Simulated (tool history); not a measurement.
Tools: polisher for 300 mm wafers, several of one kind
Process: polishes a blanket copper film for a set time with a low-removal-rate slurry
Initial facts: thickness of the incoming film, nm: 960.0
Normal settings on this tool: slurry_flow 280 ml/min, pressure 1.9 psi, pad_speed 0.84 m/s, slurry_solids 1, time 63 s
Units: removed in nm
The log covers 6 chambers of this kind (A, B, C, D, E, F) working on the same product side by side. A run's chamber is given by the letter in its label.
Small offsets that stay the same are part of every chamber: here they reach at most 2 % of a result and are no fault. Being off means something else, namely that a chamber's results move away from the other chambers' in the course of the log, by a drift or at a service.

run,hour,slurry_flow,pressure,pad_speed,slurry_solids,time,wafers polished on this pad,hours since the slurry nozzle was cleaned,hours since the head pressure was calibrated,hours since the slurry blender was calibrated,removed
1A,14.1,280,1.9,0.84,1,63,531,766.6,489.6,225.8,85.731
# hour 20.2: chamber B: slurry blender recalibrated
2F,23,280,1.9,0.84,1,63,771,48.5,69.5,54.4,85.609
# hour 33.4: chamber B: worn pad replaced by a new one
3C,35.6,280,1.9,0.84,1,63,905,789.6,168.2,399.6,85.187
# hour 46.1: chamber D: slurry blender recalibrated
4D,46.1,280,1.9,0.84,1,63,1014,48.4,1126,0.1,85.602
5B,55.4,280,1.9,0.84,1,63,162,544.2,431,35.3,85.453
# hour 66.7: chamber A: worn pad replaced by a new one
6E,67.9,280,1.9,0.6,1,80,614,339.2,293.3,305.5,78.996
# hour 69.7: chamber C: slurry nozzle cleaned
# hour 75.4: chamber E: worn pad replaced by a new one
# hour 78.1: chamber A: slurry blender recalibrated
# hour 80.4: chamber D: worn pad replaced by a new one
7F,81.1,280,1.9,0.6,1,80,1198,106.6,127.6,112.5,77.289
8B,88.8,280,1.9,0.6,1,80,407,577.6,464.4,68.7,78.003
9C,97,280,1.9,0.6,1,80,1356,27.3,229.6,461,77.006
# hour 101.3: chamber E: slurry nozzle cleaned
# hour 101.5: chamber A: head pressure recalibrated
# hour 103.3: chamber A: slurry nozzle cleaned
# hour 107.3: chamber F: worn pad replaced by a new one
# hour 107.9: chamber C: slurry blender recalibrated
10E,108.3,280,1.9,0.6,1,80,241,7,333.7,345.9,79.702
# hour 110.6: chamber E: slurry blender recalibrated
# hour 118.9: chamber B: worn pad replaced by a new one
# hour 119.1: chamber F: slurry blender recalibrated
11A,120.5,280,1.9,0.6,1,80,395,17.2,19.1,42.5,77.19
12D,132.4,280,1.9,0.84,1,63,382,134.7,1212.3,86.4,86.387
# hour 139.4: chamber C: worn pad replaced by a new one
13D,141.5,280,1.9,0.84,1,63,449,143.8,1221.4,95.5,84.969
14C,150.2,280,1.9,0.84,1,63,80,80.5,282.8,42.4,85.866
# hour 159.4: chamber E: worn pad replaced by a new one
15A,161.4,280,1.9,0.84,1,63,696,58.1,60,83.4,85.056
16E,172.2,280,1.9,0.84,1,63,94,70.9,397.6,61.7,86.332
17B,182,280,1.6,1.1,1,63,464,670.8,557.6,161.9,94.512
# hour 185.6: chamber A: worn pad replaced by a new one
18F,194.2,280,1.6,1.1,1,63,639,219.7,240.7,75.1,94.307
19B,202.1,280,1.6,1.1,1,63,611,690.9,577.7,182,94.463
# hour 212.8: chamber B: worn pad replaced by a new one
20A,216.3,280,1.6,1.1,1,63,226,113,114.9,138.3,95.484
# hour 219.8: chamber B: head pressure recalibrated
21C,228.5,280,1.6,1.1,1,63,655,158.8,361.1,120.7,94.133
22E,241.4,280,1.6,1.1,1,63,603,140.1,466.8,130.9,96.083
# hour 251.2: chamber F: slurry nozzle cleaned
23F,251.4,280,1.9,0.84,1,63,1059,0.3,297.9,132.3,85.016
# hour 252.6: chamber E: worn pad replaced by a new one
# hour 254.5: chamber D: worn pad replaced by a new one
# hour 257.2: chamber D: head pressure recalibrated
24D,266.1,280,1.9,0.84,1,63,85,268.4,8.9,220.1,85.515
25E,277.2,280,1.9,0.84,1,76,181,175.9,502.6,166.7,104.38
# hour 278: chamber F: slurry blender recalibrated
# hour 278.8: chamber F: worn pad replaced by a new one
26B,291.6,280,1.9,0.84,1,76,579,780.4,71.8,271.5,112.5
# hour 293.7: chamber B: worn pad replaced by a new one
# hour 294.5: chamber A: worn pad replaced by a new one
27C,298.3,280,1.9,0.84,1,76,1168,228.6,430.9,190.5,102.59
28F,309.4,280,1.9,0.84,1,76,225,58.3,355.9,31.5,103.2
29D,323.2,280,1.9,0.84,1,76,505,325.5,66,277.2,104.16
# hour 327.2: chamber B: slurry blender recalibrated
30A,332,280,1.9,0.84,1,76,276,228.7,230.6,254,103.26
# hour 343.3: chamber E: worn pad replaced by a new one
31E,344.6,280,1.9,0.84,1,63,9,243.3,570,234.1,86.951
# hour 350.4: chamber D: slurry blender recalibrated
32B,351.8,280,1.9,0.84,1,63,427,840.6,132,24.7,94.376
# hour 353.1: chamber A: slurry blender recalibrated
# hour 359.9: chamber C: worn pad replaced by a new one
33F,362.3,280,1.9,0.84,1,43,614,111.2,408.8,84.4,59.247
34C,373.7,280,1.9,0.84,1,43,101,304,506.3,265.9,58.504
35A,382.8,280,1.9,0.84,1,43,649,279.5,281.4,29.8,57.848
# hour 383.7: chamber B: worn pad replaced by a new one
36D,389.9,280,1.9,0.84,1,43,995,392.2,132.7,39.5,57.96
# hour 397.7: chamber B: slurry nozzle cleaned
37A,398.7,280,1.9,0.84,1,43,766,295.4,297.3,45.7,58.077
38B,408.3,280,1.9,0.84,1,43,181,10.7,188.5,81.2,64.153
39D,418.3,280,1.9,0.84,1,63,1204,420.6,161.1,67.9,85.174
40C,432.4,280,1.9,0.84,1,63,533,362.7,565,324.6,84.43
# hour 440.9: chamber E: worn pad replaced by a new one
41E,446.9,280,1.9,0.84,1,63,44,345.6,672.3,336.4,87.176

Decide between three cases: one chamber stands off from its peers, the gauge reading all wafers drifts, or nothing is wrong past each chamber's small offset. Where a chamber is off, say which and what most likely put it there.

After it was serviced, chamber B no longer matches the other chambers.
What lies behind it: head's pressure above its setpoint, % = 8.91.

Chamber B could run next with any of the 4 candidate recipes listed below; each alters the usual settings, and their results appear as question marks. Which one brings its results back in line with what the other chambers deliver on the usual settings?
To be in line, a result may differ from the other chambers' mean on the usual settings by at most: removed 2.1 nm
42B-1,457.9,280,1.8,0.84,1,61,,,,,?
42B-2,457.9,280,1.9,0.84,1,61,,,,,?
42B-3,457.9,280,1.9,0.86,1,63,,,,,?
42B-4,457.9,285,1.9,0.92,1,63,,,,,?

The mean the other chambers reach with the usual settings: removed 85.748 nm
run,removed
42B-1,85.994
42B-2,90.847
42B-3,96.079
42B-4,103.01
With 42B-1, the chamber falls back in line with the rest.
